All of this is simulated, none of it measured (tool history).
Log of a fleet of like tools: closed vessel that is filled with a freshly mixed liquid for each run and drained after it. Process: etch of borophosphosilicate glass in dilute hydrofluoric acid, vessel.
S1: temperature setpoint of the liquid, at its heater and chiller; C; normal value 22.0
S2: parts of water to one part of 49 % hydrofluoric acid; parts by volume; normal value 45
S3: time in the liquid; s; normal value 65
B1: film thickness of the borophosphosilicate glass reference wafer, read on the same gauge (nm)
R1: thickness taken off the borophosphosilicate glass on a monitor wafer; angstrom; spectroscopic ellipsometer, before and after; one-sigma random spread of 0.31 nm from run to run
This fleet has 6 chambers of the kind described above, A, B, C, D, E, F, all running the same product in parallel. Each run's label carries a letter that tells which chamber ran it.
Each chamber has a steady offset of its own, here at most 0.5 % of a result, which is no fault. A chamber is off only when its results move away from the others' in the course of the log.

run,hour,S1,S2,S3,B1,R1
1F,4.8,22.0,45,65,150.02,433.08
2A,11.7,22.0,45,65,149.99,429.84
3B,16.6,22.0,45,65,150.01,435.28
4C,25.3,22.0,45,65,150.01,434.64
# hour 26.2: chamber E: thermometer replaced
5D,29.9,22.0,45,65,150.00,432.80
6E,37.2,22.0,45,65,149.96,440.27
7E,42.3,23.5,45,65,149.96,458.81
8C,51.1,23.5,45,65,149.99,465.31
# hour 59.1: chamber F: hydrofluoric acid flow meter replaced
9D,59.2,23.5,45,65,150.00,467.90
10A,63.4,23.5,45,65,150.02,458.79
11B,69.5,23.5,45,65,150.01,457.91
12F,74.7,23.5,45,65,150.03,462.60
13A,79.4,22.0,45,65,150.01,431.16
14D,84.7,22.0,45,65,150.01,447.84
15B,93.3,22.0,45,65,149.97,434.49
16C,97.4,18.5,45,65,150.00,375.51
# hour 99.8: chamber A: thermometer replaced
17E,104.3,18.5,45,65,150.00,375.57
18F,110.4,18.5,45,65,150.01,373.19
19A,117.8,18.5,45,65,149.99,377.40
20C,122.3,18.5,45,65,150.01,380.48
21D,130.3,18.5,45,65,149.98,390.46
# hour 133.4: chamber D: thermometer replaced
22E,137.2,22.0,45,65,150.01,432.45
23F,145.2,22.0,45,65,150.02,432.86
24B,153.4,22.0,45,55,150.02,368.70
25F,158.9,22.0,45,55,150.00,370.15
26B,166.4,22.0,45,55,150.00,363.63
27C,174.0,22.0,45,55,150.01,369.90
28D,180.6,22.0,45,55,150.01,385.73
29E,188.6,22.0,45,55,150.01,364.88
30A,195.5,22.0,45,65,150.00,435.64
31C,203.2,22.0,45,90,149.98,608.34
32B,210.8,22.0,45,90,150.00,605.38
33A,216.6,22.0,45,90,149.97,597.06
34D,223.6,22.0,45,90,149.97,639.18
35F,227.4,22.0,45,90,150.01,609.35
36E,233.6,22.0,45,90,149.96,603.40
37C,241.1,22.0,45,65,149.96,439.82
38B,249.3,22.0,45,65,149.98,431.35
39F,254.6,22.0,45,65,150.00,436.59
40D,260.7,22.0,45,65,150.01,466.95
41E,269.1,23.5,45,40,150.00,280.91
42A,274.6,23.5,45,40,150.05,281.93

Predict what each chamber gives when all 6 of them run the settings below next.
43A,280.9,22.0,45,65,,?
43B,280.9,22.0,45,65,,?
43C,280.9,22.0,45,65,,?
43D,280.9,22.0,45,65,,?
43E,280.9,22.0,45,65,,?
43F,280.9,22.0,45,65,,?

run,R1
43A,431.31
43B,435.16
43C,435.40
43D,474.65
43E,441.48
43F,434.11
